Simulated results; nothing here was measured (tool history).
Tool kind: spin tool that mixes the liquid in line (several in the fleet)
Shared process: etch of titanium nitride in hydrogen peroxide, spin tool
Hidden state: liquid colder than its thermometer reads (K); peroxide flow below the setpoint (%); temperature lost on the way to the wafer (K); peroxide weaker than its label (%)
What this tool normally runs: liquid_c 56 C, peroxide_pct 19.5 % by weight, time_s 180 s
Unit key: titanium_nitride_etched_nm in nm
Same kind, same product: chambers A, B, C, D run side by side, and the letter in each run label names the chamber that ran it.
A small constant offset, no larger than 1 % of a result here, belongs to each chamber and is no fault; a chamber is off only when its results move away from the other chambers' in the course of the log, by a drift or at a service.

run	hour	liquid_c	peroxide_pct	time_s	hours since the thermometer was replaced	hours since the peroxide flow meter was replaced	hours since the heated supply line was repaired	hours since the drum of peroxide was connected	read-back film thickness of the titanium nitride reference wafer, read on the same gauge (nm)	titanium_nitride_etched_nm
1B	2.7	56	19.5	180	1397.8	229.4	505.8	728.1	140	16.053
2C	6.6	56	19.5	180	500.6	899.6	132.5	1116.9	139.98	15.865
3D	10	56	19.5	180	367.5	317.1	1881.1	96.2	140	15.776
4A	13	56	19.5	180	2571.9	1166.9	1863.7	114.1	140.01	15.808
5A	16.9	56	16.5	180	2575.8	1170.8	1867.6	118	139.99	15.423
6B	21.7	56	16.5	180	1416.8	248.4	524.8	747.1	139.98	15.483
7C	24.4	56	16.5	180	518.4	917.4	150.3	1134.7	140	15.256
8D	28.5	56	16.5	180	386	335.6	1899.6	114.7	139.98	15.419
9B	32.2	56	19.5	180	1427.3	258.9	535.3	757.6	140.01	16.067
10C	36.8	56	19.5	180	530.8	929.8	162.7	1147.1	140.04	15.842
11D	41.6	56	19.5	180	399.1	348.7	1912.7	127.8	139.99	15.994
12A	46.4	56	19.5	180	2605.3	1200.3	1897.1	147.5	140.02	15.838
13A	49.3	56	19.5	180	2608.2	1203.2	1900	150.4	139.97	15.899
14D	52.8	56	19.5	180	410.3	359.9	1923.9	139	139.99	15.85
15C	55.6	56	19.5	180	549.6	948.6	181.5	1165.9	140	15.911
16B	59.4	56	19.5	180	1454.5	286.1	562.5	784.8	140.01	16.139
17B	63	56	19.5	180	1458.1	289.7	566.1	788.4	140	16.112
18C	67.2	56	19.5	180	561.2	960.2	193.1	1177.5	139.99	15.818
19D	72	56	17	255	429.5	379.1	1943.1	158.2	140.01	21.616
20A	76.8	56	17	255	2635.7	1230.7	1927.5	177.9	140.02	22.05
21D	80.2	56	17	255	437.7	387.3	1951.3	166.4	139.98	21.716
22B	83	56	17	255	1478.1	309.7	586.1	808.4	139.99	22.099
23A	85.5	56	19.5	180	2644.4	1239.4	1936.2	186.6	139.97	15.871
24C	88.4	56	19.5	180	582.4	981.4	214.3	1198.7	139.99	15.895
25A	91.9	56	19.5	180	2650.8	1245.8	1942.6	193	139.98	16.024
26B	94.8	56	19.5	180	1489.9	321.5	597.9	820.2	139.97	16.081
27D	98.5	56	19.5	180	456	405.6	1969.6	184.7	140.01	15.601
28C	100.7	56	19.5	180	594.7	993.7	226.6	1211	140.03	15.802
29A	104.8	56	19.5	180	2663.7	1258.7	1955.5	205.9	140.02	15.994
30D	109.2	56	19.5	180	466.7	416.3	1980.3	195.4	139.99	15.534

One chamber off, gauge drift, or nothing amiss beyond the chambers' own small offsets? If it is a chamber, which one, and what is the likeliest cause?

Little by little, chamber D moves away from the other chambers.
Likeliest cause: peroxide flow below the setpoint (%) = 11.2.
With only this log, it may be confused with: liquid colder than its thermometer reads (K); temperature lost on the way to the wafer (K).

Which of the 4 candidates below, each the usual settings with something changed and its results left as question marks, puts chamber D back in line with what the other chambers give on the usual settings?
A result is in line if it is within this distance of the other chambers' mean on the usual settings: titanium_nitride_etched_nm 0.19 nm
31D-1	112.7	56	22	180						?
31D-2	112.7	56	19.5	175						?
31D-3	112.7	56	16	180						?
31D-4	112.7	56	24	180						?

Usual-settings mean across the other chambers: titanium_nitride_etched_nm 15.939 nm
run	titanium_nitride_etched_nm
31D-1	15.949
31D-2	15.109
31D-3	14.898
31D-4	16.252
With 31D-1, the chamber falls back in line with the rest.

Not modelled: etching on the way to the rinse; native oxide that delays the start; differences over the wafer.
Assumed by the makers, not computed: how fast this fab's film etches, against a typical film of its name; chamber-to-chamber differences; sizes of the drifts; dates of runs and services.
